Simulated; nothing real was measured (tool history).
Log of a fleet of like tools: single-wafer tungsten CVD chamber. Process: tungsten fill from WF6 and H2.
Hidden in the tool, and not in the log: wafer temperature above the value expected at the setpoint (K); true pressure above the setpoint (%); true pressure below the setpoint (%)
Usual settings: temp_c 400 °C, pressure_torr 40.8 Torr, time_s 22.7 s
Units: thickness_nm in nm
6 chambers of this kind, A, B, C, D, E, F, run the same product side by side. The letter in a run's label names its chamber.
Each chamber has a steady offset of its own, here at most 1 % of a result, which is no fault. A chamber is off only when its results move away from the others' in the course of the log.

| run | day | temp_c | pressure_torr | time_s | hours since the last thermocouple change | hours since the last manometer calibration | read-back reference wafer on the same gauge, thickness_nm | thickness_nm |
|---|---|---|---|---|---|---|---|---|
| 1C | 0.183 | 400 | 40.8 | 22.7 | 525.7 | 1420.0 | 63.096 | 76.785 |
| 2A | 0.471 | 400 | 40.8 | 22.7 | 296.5 | 1039.4 | 63.073 | 75.836 |
| 3D | 0.683 | 400 | 40.8 | 22.7 | 504.2 | 767.5 | 63.075 | 76.383 |
| 4E | 0.833 | 400 | 40.8 | 22.7 | 2838.7 | 1222.9 | 63.086 | 76.499 |
|  | 0.958 | chamber C: capacitance manometer re-zeroed and calibrated |
| 5B | 1.100 | 400 | 47.1 | 26.0 | 1073.1 | 1775.3 | 63.057 | 92.978 |
| 6F | 1.379 | 400 | 47.1 | 26.0 | 697.8 | 959.5 | 63.051 | 92.904 |
| 7A | 1.621 | 400 | 47.1 | 26.0 | 324.1 | 1067.0 | 63.060 | 92.771 |
| 8D | 1.796 | 400 | 47.1 | 26.0 | 530.9 | 794.2 | 63.028 | 93.155 |
|  | 1.817 | chamber E: thermocouple changed; heater temperature recalibrated |
| 9B | 2.033 | 400 | 47.1 | 26.0 | 1095.5 | 1797.7 | 62.992 | 92.984 |
| 10E | 2.271 | 400 | 47.1 | 26.0 | 10.9 | 1257.4 | 63.011 | 93.732 |
| 11C | 2.596 | 400 | 40.8 | 22.7 | 583.6 | 39.4 | 62.998 | 76.726 |
| 12F | 2.796 | 400 | 40.8 | 22.7 | 731.8 | 993.5 | 63.015 | 76.119 |
| 13A | 3.062 | 412 | 40.8 | 19.0 | 358.7 | 1101.6 | 62.980 | 78.236 |
| 14F | 3.383 | 412 | 40.8 | 19.0 | 745.9 | 1007.6 | 62.958 | 77.876 |
| 15E | 3.625 | 412 | 40.8 | 19.0 | 43.4 | 1289.9 | 62.986 | 78.893 |
| 16B | 3.817 | 412 | 40.8 | 19.0 | 1138.3 | 1840.5 | 62.960 | 77.961 |
| 17C | 4.117 | 412 | 40.8 | 19.0 | 620.1 | 75.9 | 62.955 | 78.607 |
| 18D | 4.367 | 412 | 40.8 | 19.0 | 592.6 | 855.9 | 62.925 | 78.464 |
| 19F | 4.550 | 400 | 40.8 | 22.7 | 773.9 | 1035.6 | 62.922 | 75.809 |
| 20E | 4.738 | 400 | 40.8 | 22.7 | 70.1 | 1316.6 | 62.923 | 76.241 |
| 21C | 4.942 | 400 | 40.8 | 22.7 | 639.9 | 95.7 | 62.922 | 76.727 |
| 22A | 5.221 | 400 | 40.8 | 22.7 | 410.5 | 1153.4 | 62.923 | 75.731 |
| 23B | 5.525 | 400 | 40.8 | 22.7 | 1179.3 | 1881.5 | 62.897 | 75.708 |
| 24D | 5.854 | 400 | 40.8 | 22.7 | 628.3 | 891.6 | 62.872 | 76.022 |
| 25A | 6.050 | 400 | 40.8 | 22.7 | 430.4 | 1173.3 | 62.890 | 75.633 |
| 26D | 6.379 | 400 | 40.8 | 22.7 | 640.9 | 904.2 | 62.876 | 75.958 |
| 27B | 6.642 | 400 | 44.7 | 20.4 | 1206.1 | 1908.3 | 62.874 | 70.729 |
| 28C | 6.875 | 400 | 44.7 | 20.4 | 686.3 | 142.1 | 62.848 | 71.723 |
| 29E | 7.079 | 400 | 44.7 | 20.4 | 126.3 | 1372.8 | 62.842 | 71.470 |
| 30F | 7.262 | 400 | 44.7 | 20.4 | 839.0 | 1100.7 | 62.817 | 70.984 |
| 31E | 7.558 | 400 | 44.7 | 20.4 | 137.8 | 1384.3 | 62.829 | 71.530 |
| 32A | 7.779 | 400 | 44.7 | 20.4 | 471.9 | 1214.8 | 62.815 | 70.827 |
| 33C | 7.996 | 400 | 32.9 | 22.7 | 713.2 | 169.0 | 62.796 | 69.078 |
| 34F | 8.279 | 400 | 32.9 | 22.7 | 863.4 | 1125.1 | 62.795 | 68.553 |
| 35D | 8.433 | 400 | 32.9 | 22.7 | 690.2 | 953.5 | 62.774 | 68.673 |
| 36B | 8.717 | 400 | 32.9 | 22.7 | 1255.9 | 1958.1 | 62.789 | 68.582 |
| 37A | 9.004 | 400 | 32.9 | 22.7 | 501.3 | 1244.2 | 62.755 | 68.149 |
| 38E | 9.321 | 400 | 32.9 | 22.7 | 180.1 | 1426.6 | 62.757 | 68.691 |
| 39B | 9.546 | 400 | 40.8 | 22.7 | 1275.8 | 1978.0 | 62.761 | 75.759 |
| 40F | 9.867 | 400 | 40.8 | 22.7 | 901.5 | 1163.2 | 62.729 | 75.653 |
| 41D | 10.171 | 400 | 40.8 | 22.7 | 731.9 | 995.2 | 62.751 | 75.883 |
| 42C | 10.342 | 400 | 35.6 | 26.8 | 769.5 | 225.3 | 62.736 | 84.630 |
| 43F | 10.650 | 400 | 35.6 | 26.8 | 920.3 | 1182.0 | 62.731 | 83.873 |

Next, every chamber runs the same settings. What will each give?
| 44A | 10.888 | 400 | 40.8 | 22.7 |  |  |  | ? |
| 44B | 10.888 | 400 | 40.8 | 22.7 |  |  |  | ? |
| 44C | 10.888 | 400 | 40.8 | 22.7 |  |  |  | ? |
| 44D | 10.888 | 400 | 40.8 | 22.7 |  |  |  | ? |
| 44E | 10.888 | 400 | 40.8 | 22.7 |  |  |  | ? |
| 44F | 10.888 | 400 | 40.8 | 22.7 |  |  |  | ? |

| run | thickness_nm |
|---|---|
| 44A | 75.525 |
| 44B | 75.393 |
| 44C | 76.458 |
| 44D | 75.775 |
| 44E | 76.158 |
| 44F | 75.731 |

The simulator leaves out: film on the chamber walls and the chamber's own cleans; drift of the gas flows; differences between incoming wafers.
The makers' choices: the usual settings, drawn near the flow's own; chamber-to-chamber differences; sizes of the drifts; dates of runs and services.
